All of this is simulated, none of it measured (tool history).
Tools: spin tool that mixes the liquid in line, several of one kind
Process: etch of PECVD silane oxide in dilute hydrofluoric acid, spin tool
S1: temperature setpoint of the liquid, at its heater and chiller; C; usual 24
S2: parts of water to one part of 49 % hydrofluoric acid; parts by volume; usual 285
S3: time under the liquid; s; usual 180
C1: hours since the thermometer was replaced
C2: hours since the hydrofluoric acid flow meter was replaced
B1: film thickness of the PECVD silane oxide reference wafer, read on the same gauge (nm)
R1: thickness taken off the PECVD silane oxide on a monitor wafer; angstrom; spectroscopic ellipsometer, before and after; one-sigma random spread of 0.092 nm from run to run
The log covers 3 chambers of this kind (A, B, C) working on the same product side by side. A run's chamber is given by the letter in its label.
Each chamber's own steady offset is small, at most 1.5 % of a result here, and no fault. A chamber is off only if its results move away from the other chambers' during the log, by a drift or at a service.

{"run": "1C", "day": 0.246, "S1": 24, "S2": 285, "S3": 180, "C1": 1713.3, "C2": 50.8, "B1": 50.009, "R1": 144.69}
{"run": "2A", "day": 0.583, "S1": 24, "S2": 285, "S3": 180, "C1": 703.3, "C2": 1246.2, "B1": 50.048, "R1": 148}
{"run": "3B", "day": 0.775, "S1": 24, "S2": 285, "S3": 180, "C1": 1111.5, "C2": 213.2, "B1": 49.995, "R1": 144.03}
{"run": "4C", "day": 0.958, "S1": 24, "S2": 285, "S3": 180, "C1": 1730.4, "C2": 67.9, "B1": 50.054, "R1": 146.58}
{"run": "5A", "day": 1.296, "S1": 24, "S2": 285, "S3": 180, "C1": 720.4, "C2": 1263.3, "B1": 49.949, "R1": 147.42}
{"run": "6B", "day": 1.567, "S1": 24, "S2": 285, "S3": 180, "C1": 1130.5, "C2": 232.2, "B1": 49.989, "R1": 144.08}
{"run": "7B", "day": 1.8, "S1": 24, "S2": 285, "S3": 180, "C1": 1136.1, "C2": 237.8, "B1": 49.975, "R1": 143.38}
{"run": "8C", "day": 1.962, "S1": 24, "S2": 285, "S3": 180, "C1": 1754.5, "C2": 92, "B1": 49.968, "R1": 142.67}
{"run": "9A", "day": 2.3, "S1": 24, "S2": 285, "S3": 135, "C1": 744.5, "C2": 1287.4, "B1": 50.008, "R1": 109.26}
{"run": "10A", "day": 2.517, "S1": 24, "S2": 285, "S3": 135, "C1": 749.7, "C2": 1292.6, "B1": 50.017, "R1": 110.79}
{"run": "11B", "day": 2.696, "S1": 24, "S2": 285, "S3": 135, "C1": 1157.6, "C2": 259.3, "B1": 49.997, "R1": 108.57}
{"run": "12C", "day": 2.983, "S1": 24, "S2": 285, "S3": 180, "C1": 1779, "C2": 116.5, "B1": 50.019, "R1": 146.44}
{"run": "13B", "day": 3.308, "S1": 24, "S2": 285, "S3": 180, "C1": 1172.3, "C2": 274, "B1": 50.003, "R1": 146.26}
{"run": "14C", "day": 3.546, "S1": 24, "S2": 285, "S3": 180, "C1": 1792.5, "C2": 130, "B1": 50.022, "R1": 145.31}
{"day": 3.821, "done": "chamber A: hydrofluoric acid flow meter replaced"}
{"run": "15A", "day": 3.842, "S1": 24, "S2": 285, "S3": 180, "C1": 781.5, "C2": 0.5, "B1": 50.016, "R1": 146.92}
{"run": "16C", "day": 4.146, "S1": 24, "S2": 285, "S3": 180, "C1": 1806.9, "C2": 144.4, "B1": 50.01, "R1": 145.02}
{"run": "17B", "day": 4.467, "S1": 24, "S2": 285, "S3": 180, "C1": 1200.1, "C2": 301.8, "B1": 50.053, "R1": 146.9}
{"run": "18A", "day": 4.638, "S1": 24, "S2": 285, "S3": 180, "C1": 800.6, "C2": 19.6, "B1": 50.002, "R1": 146.85}
{"run": "19C", "day": 4.879, "S1": 24, "S2": 285, "S3": 180, "C1": 1824.5, "C2": 162, "B1": 49.989, "R1": 145.02}
{"run": "20A", "day": 5.075, "S1": 24, "S2": 285, "S3": 180, "C1": 811.1, "C2": 30.1, "B1": 49.996, "R1": 145.16}
{"run": "21B", "day": 5.346, "S1": 24, "S2": 285, "S3": 180, "C1": 1221.2, "C2": 322.9, "B1": 50.049, "R1": 144.26}

Next, all 3 chambers run the settings below, one line each with question marks for the results. What does each chamber give?
{"run": "22A", "day": 5.596, "S1": 24, "S2": 285, "S3": 260, "R1": "?"}
{"run": "22B", "day": 5.596, "S1": 24, "S2": 285, "S3": 260, "R1": "?"}
{"run": "22C", "day": 5.596, "S1": 24, "S2": 285, "S3": 260, "R1": "?"}

run=22A R1=209.8
run=22B R1=208.86
run=22C R1=208.37

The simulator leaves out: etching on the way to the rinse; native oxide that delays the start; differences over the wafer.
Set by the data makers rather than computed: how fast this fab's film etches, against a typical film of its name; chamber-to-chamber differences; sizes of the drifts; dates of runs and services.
